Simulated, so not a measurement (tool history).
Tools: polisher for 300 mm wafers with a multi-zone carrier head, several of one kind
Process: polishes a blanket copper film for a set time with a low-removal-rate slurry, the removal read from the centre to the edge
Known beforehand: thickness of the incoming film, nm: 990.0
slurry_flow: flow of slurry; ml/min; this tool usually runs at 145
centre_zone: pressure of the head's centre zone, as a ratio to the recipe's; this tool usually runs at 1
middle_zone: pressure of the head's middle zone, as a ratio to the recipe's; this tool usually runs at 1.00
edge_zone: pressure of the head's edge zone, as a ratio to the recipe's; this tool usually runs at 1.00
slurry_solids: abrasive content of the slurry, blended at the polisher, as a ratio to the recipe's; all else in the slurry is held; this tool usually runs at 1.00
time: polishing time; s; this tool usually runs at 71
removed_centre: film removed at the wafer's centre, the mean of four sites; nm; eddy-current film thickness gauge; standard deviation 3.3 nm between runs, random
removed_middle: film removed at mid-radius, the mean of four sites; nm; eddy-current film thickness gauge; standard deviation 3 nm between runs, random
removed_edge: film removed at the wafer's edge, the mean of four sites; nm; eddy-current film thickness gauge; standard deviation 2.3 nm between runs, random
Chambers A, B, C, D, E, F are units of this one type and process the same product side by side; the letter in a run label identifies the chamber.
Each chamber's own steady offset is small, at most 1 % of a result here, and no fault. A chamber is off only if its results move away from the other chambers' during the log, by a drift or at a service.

{"run": "1B", "day": 0.183, "slurry_flow": 145, "centre_zone": 1, "middle_zone": 1.0, "edge_zone": 1.0, "slurry_solids": 1.0, "time": 71, "removed_centre": 297.62, "removed_middle": 301.94, "removed_edge": 294.68}
{"run": "2D", "day": 0.479, "slurry_flow": 145, "centre_zone": 1, "middle_zone": 1.0, "edge_zone": 1.0, "slurry_solids": 1.0, "time": 71, "removed_centre": 294.09, "removed_middle": 295.27, "removed_edge": 298.41}
{"day": 0.658, "done": "chamber D: worn pad replaced by a new one"}
{"run": "3E", "day": 0.775, "slurry_flow": 145, "centre_zone": 1, "middle_zone": 1.0, "edge_zone": 1.0, "slurry_solids": 1.0, "time": 71, "removed_centre": 305.84, "removed_middle": 300.86, "removed_edge": 298.84}
{"run": "4F", "day": 0.962, "slurry_flow": 145, "centre_zone": 1, "middle_zone": 1.0, "edge_zone": 1.0, "slurry_solids": 1.0, "time": 71, "removed_centre": 296.39, "removed_middle": 306.04, "removed_edge": 299.74}
{"run": "5A", "day": 1.146, "slurry_flow": 145, "centre_zone": 1, "middle_zone": 1.0, "edge_zone": 1.0, "slurry_solids": 1.0, "time": 71, "removed_centre": 296.31, "removed_middle": 300.3, "removed_edge": 306.42}
{"run": "6C", "day": 1.392, "slurry_flow": 145, "centre_zone": 1, "middle_zone": 1.0, "edge_zone": 1.0, "slurry_solids": 1.0, "time": 71, "removed_centre": 305.76, "removed_middle": 298.67, "removed_edge": 302.07}
{"day": 1.404, "done": "chamber C: edge zone pressure recalibrated"}
{"run": "7E", "day": 1.633, "slurry_flow": 145, "centre_zone": 1, "middle_zone": 1.0, "edge_zone": 1.0, "slurry_solids": 1.0, "time": 71, "removed_centre": 293.19, "removed_middle": 300.48, "removed_edge": 295.67}
{"run": "8D", "day": 1.929, "slurry_flow": 145, "centre_zone": 1, "middle_zone": 1.0, "edge_zone": 1.0, "slurry_solids": 1.0, "time": 71, "removed_centre": 302.86, "removed_middle": 298.42, "removed_edge": 305.29}
{"run": "9C", "day": 2.1, "slurry_flow": 145, "centre_zone": 1, "middle_zone": 1.0, "edge_zone": 1.0, "slurry_solids": 1.0, "time": 71, "removed_centre": 294.52, "removed_middle": 304.73, "removed_edge": 300.37}
{"run": "10F", "day": 2.25, "slurry_flow": 145, "centre_zone": 1, "middle_zone": 1.0, "edge_zone": 1.0, "slurry_solids": 1.0, "time": 71, "removed_centre": 298.31, "removed_middle": 299.04, "removed_edge": 303.17}
{"run": "11A", "day": 2.483, "slurry_flow": 145, "centre_zone": 1, "middle_zone": 1.0, "edge_zone": 1.0, "slurry_solids": 1.0, "time": 71, "removed_centre": 296.91, "removed_middle": 302.99, "removed_edge": 305.9}
{"day": 2.592, "done": "chamber C: worn pad replaced by a new one"}
{"run": "12B", "day": 2.721, "slurry_flow": 145, "centre_zone": 1, "middle_zone": 1.0, "edge_zone": 1.0, "slurry_solids": 1.0, "time": 71, "removed_centre": 297.47, "removed_middle": 299.27, "removed_edge": 293.41}
{"run": "13A", "day": 3.0, "slurry_flow": 145, "centre_zone": 1, "middle_zone": 1.0, "edge_zone": 1.0, "slurry_solids": 1.0, "time": 86, "removed_centre": 359.23, "removed_middle": 367.46, "removed_edge": 369.6}
{"run": "14C", "day": 3.288, "slurry_flow": 145, "centre_zone": 1, "middle_zone": 1.0, "edge_zone": 1.0, "slurry_solids": 1.0, "time": 86, "removed_centre": 363.83, "removed_middle": 366.2, "removed_edge": 364.5}
{"day": 3.362, "done": "chamber A: worn pad replaced by a new one"}
{"day": 3.404, "done": "chamber E: worn pad replaced by a new one"}
{"run": "15B", "day": 3.471, "slurry_flow": 145, "centre_zone": 1, "middle_zone": 1.0, "edge_zone": 1.0, "slurry_solids": 1.0, "time": 86, "removed_centre": 358.48, "removed_middle": 363.37, "removed_edge": 357.87}
{"run": "16D", "day": 3.771, "slurry_flow": 145, "centre_zone": 1, "middle_zone": 1.0, "edge_zone": 1.0, "slurry_solids": 1.0, "time": 86, "removed_centre": 364.97, "removed_middle": 357.97, "removed_edge": 366.58}
{"day": 3.821, "done": "chamber F: slurry nozzle cleaned"}
{"run": "17E", "day": 3.983, "slurry_flow": 145, "centre_zone": 1, "middle_zone": 1.0, "edge_zone": 1.0, "slurry_solids": 1.0, "time": 86, "removed_centre": 365.26, "removed_middle": 368.55, "removed_edge": 361.89}
{"run": "18F", "day": 4.271, "slurry_flow": 145, "centre_zone": 1, "middle_zone": 1.0, "edge_zone": 1.0, "slurry_solids": 1.0, "time": 86, "removed_centre": 356.09, "removed_middle": 361.38, "removed_edge": 362.39}
{"day": 4.329, "done": "chamber D: edge zone pressure recalibrated"}
{"run": "19B", "day": 4.529, "slurry_flow": 145, "centre_zone": 1, "middle_zone": 1.0, "edge_zone": 1.0, "slurry_solids": 1.0, "time": 71, "removed_centre": 303.6, "removed_middle": 292.23, "removed_edge": 296.72}
{"day": 4.712, "done": "chamber F: worn pad replaced by a new one"}
{"run": "20D", "day": 4.733, "slurry_flow": 145, "centre_zone": 1, "middle_zone": 1.0, "edge_zone": 1.0, "slurry_solids": 1.0, "time": 71, "removed_centre": 299.03, "removed_middle": 295.03, "removed_edge": 307.88}
{"run": "21C", "day": 4.875, "slurry_flow": 145, "centre_zone": 1, "middle_zone": 1.0, "edge_zone": 1.0, "slurry_solids": 1.0, "time": 71, "removed_centre": 298.65, "removed_middle": 304.97, "removed_edge": 300.68}
{"day": 5.021, "done": "chamber D: slurry nozzle cleaned"}
{"run": "22A", "day": 5.1, "slurry_flow": 145, "centre_zone": 1, "middle_zone": 1.0, "edge_zone": 1.0, "slurry_solids": 1.0, "time": 71, "removed_centre": 290.17, "removed_middle": 299.93, "removed_edge": 300.11}
{"run": "23E", "day": 5.275, "slurry_flow": 145, "centre_zone": 1, "middle_zone": 1.0, "edge_zone": 1.0, "slurry_solids": 1.0, "time": 71, "removed_centre": 303.95, "removed_middle": 300.29, "removed_edge": 295.88}
{"run": "24F", "day": 5.429, "slurry_flow": 145, "centre_zone": 1, "middle_zone": 1.0, "edge_zone": 1.0, "slurry_solids": 1.0, "time": 71, "removed_centre": 297.28, "removed_middle": 300.56, "removed_edge": 300.69}
{"day": 5.55, "done": "chamber B: worn pad replaced by a new one"}
{"run": "25E", "day": 5.583, "slurry_flow": 145, "centre_zone": 1, "middle_zone": 1.0, "edge_zone": 1.0, "slurry_solids": 1.0, "time": 71, "removed_centre": 300.09, "removed_middle": 301.76, "removed_edge": 292.59}
{"run": "26D", "day": 5.742, "slurry_flow": 145, "centre_zone": 1, "middle_zone": 1.0, "edge_zone": 1.0, "slurry_solids": 1.0, "time": 71, "removed_centre": 293.25, "removed_middle": 299.57, "removed_edge": 302.04}
{"run": "27A", "day": 5.892, "slurry_flow": 145, "centre_zone": 1, "middle_zone": 1.09, "edge_zone": 1.0, "slurry_solids": 0.75, "time": 71, "removed_centre": 269.01, "removed_middle": 312.78, "removed_edge": 286.75}
{"day": 6.158, "done": "chamber D: worn pad replaced by a new one"}
{"run": "28C", "day": 6.192, "slurry_flow": 145, "centre_zone": 1, "middle_zone": 1.09, "edge_zone": 1.0, "slurry_solids": 0.75, "time": 71, "removed_centre": 287.18, "removed_middle": 306.35, "removed_edge": 283.74}
{"run": "29B", "day": 6.429, "slurry_flow": 145, "centre_zone": 1, "middle_zone": 1.09, "edge_zone": 1.0, "slurry_solids": 0.75, "time": 71, "removed_centre": 283.85, "removed_middle": 304.09, "removed_edge": 279.76}
{"day": 6.479, "done": "chamber E: edge zone pressure recalibrated"}
{"day": 6.579, "done": "chamber C: worn pad replaced by a new one"}
{"run": "30F", "day": 6.662, "slurry_flow": 145, "centre_zone": 1, "middle_zone": 1.09, "edge_zone": 1.0, "slurry_solids": 0.75, "time": 71, "removed_centre": 280.9, "removed_middle": 306.14, "removed_edge": 284.07}
{"run": "31A", "day": 6.921, "slurry_flow": 145, "centre_zone": 1, "middle_zone": 1.09, "edge_zone": 1.0, "slurry_solids": 0.75, "time": 71, "removed_centre": 265.85, "removed_middle": 310.07, "removed_edge": 284.57}
{"run": "32C", "day": 7.083, "slurry_flow": 145, "centre_zone": 1, "middle_zone": 1.09, "edge_zone": 1.0, "slurry_solids": 0.75, "time": 71, "removed_centre": 287.04, "removed_middle": 308.44, "removed_edge": 289.35}
{"run": "33D", "day": 7.246, "slurry_flow": 145, "centre_zone": 1, "middle_zone": 1.0, "edge_zone": 1.0, "slurry_solids": 1.0, "time": 71, "removed_centre": 299.19, "removed_middle": 302.22, "removed_edge": 303.81}
{"run": "34F", "day": 7.425, "slurry_flow": 145, "centre_zone": 1, "middle_zone": 1.0, "edge_zone": 1.0, "slurry_solids": 1.0, "time": 71, "removed_centre": 297.01, "removed_middle": 301.12, "removed_edge": 297.3}
{"run": "35E", "day": 7.675, "slurry_flow": 145, "centre_zone": 1, "middle_zone": 1.0, "edge_zone": 0.96, "slurry_solids": 1.0, "time": 71, "removed_centre": 293.68, "removed_middle": 298.24, "removed_edge": 290.17}
{"run": "36B", "day": 7.971, "slurry_flow": 145, "centre_zone": 1, "middle_zone": 1.0, "edge_zone": 0.96, "slurry_solids": 1.0, "time": 71, "removed_centre": 295.68, "removed_middle": 300.81, "removed_edge": 292.98}
{"day": 8.008, "done": "chamber E: slurry nozzle cleaned"}
{"run": "37F", "day": 8.142, "slurry_flow": 145, "centre_zone": 1, "middle_zone": 1.0, "edge_zone": 0.96, "slurry_solids": 1.0, "time": 71, "removed_centre": 302.01, "removed_middle": 301.56, "removed_edge": 293.9}
{"day": 8.229, "done": "chamber E: worn pad replaced by a new one"}
{"run": "38B", "day": 8.288, "slurry_flow": 145, "centre_zone": 1, "middle_zone": 1.0, "edge_zone": 0.96, "slurry_solids": 1.0, "time": 71, "removed_centre": 298.77, "removed_middle": 300.71, "removed_edge": 291.86}
{"run": "39C", "day": 8.45, "slurry_flow": 145, "centre_zone": 1, "middle_zone": 1.0, "edge_zone": 0.96, "slurry_solids": 1.0, "time": 71, "removed_centre": 300.74, "removed_middle": 307.26, "removed_edge": 292.47}
{"run": "40D", "day": 8.658, "slurry_flow": 145, "centre_zone": 1, "middle_zone": 1.0, "edge_zone": 0.96, "slurry_solids": 1.0, "time": 71, "removed_centre": 298.59, "removed_middle": 304.43, "removed_edge": 298.34}
{"run": "41E", "day": 8.888, "slurry_flow": 145, "centre_zone": 1, "middle_zone": 1.0, "edge_zone": 1.0, "slurry_solids": 1.0, "time": 71, "removed_centre": 297.65, "removed_middle": 302.76, "removed_edge": 302.08}

What goes on in this fleet: one chamber off, a drifting gauge, or nothing beyond the chambers' own small offsets? Name the chamber and the cause, if any.

Chamber A drifts away from the others.
Cause: centre zone's pressure below its setpoint, % = 10.

Below are 4 candidate recipes for chamber A's next run, each the usual settings with a change, their results shown as question marks. Which of them brings A's results back in line with what the other chambers give on the usual settings?
Maximum distance from the other chambers' mean on the usual settings for a result to count as in line: removed_centre 11.00 nm; removed_middle 10.00 nm; removed_edge 8.10 nm
{"run": "42A-1", "day": 9.104, "slurry_flow": 130, "centre_zone": 0.83, "middle_zone": 1.03, "edge_zone": 1.07, "slurry_solids": 1.0, "time": 71, "removed_centre": "?", "removed_middle": "?", "removed_edge": "?"}
{"run": "42A-2", "day": 9.104, "slurry_flow": 165, "centre_zone": 1.17, "middle_zone": 0.95, "edge_zone": 0.91, "slurry_solids": 1.0, "time": 72, "removed_centre": "?", "removed_middle": "?", "removed_edge": "?"}
{"run": "42A-3", "day": 9.104, "slurry_flow": 150, "centre_zone": 1.1, "middle_zone": 0.98, "edge_zone": 0.97, "slurry_solids": 1.0, "time": 71, "removed_centre": "?", "removed_middle": "?", "removed_edge": "?"}
{"run": "42A-4", "day": 9.104, "slurry_flow": 140, "centre_zone": 0.9, "middle_zone": 1.02, "edge_zone": 1.03, "slurry_solids": 1.0, "time": 71, "removed_centre": "?", "removed_middle": "?", "removed_edge": "?"}

Average result of the remaining chambers running the usual settings: removed_centre 299.45 nm; removed_middle 300.97 nm; removed_edge 300.20 nm
run=42A-1 removed_centre=210.76 removed_middle=306.66 removed_edge=308.74
run=42A-2 removed_centre=331.32 removed_middle=301.81 removed_edge=297.52
run=42A-3 removed_centre=299.35 removed_middle=301.11 removed_edge=299.31
run=42A-4 removed_centre=235.33 removed_middle=308.54 removed_edge=305.82
Change 42A-3 lands the chamber within the allowed miss of the other chambers.
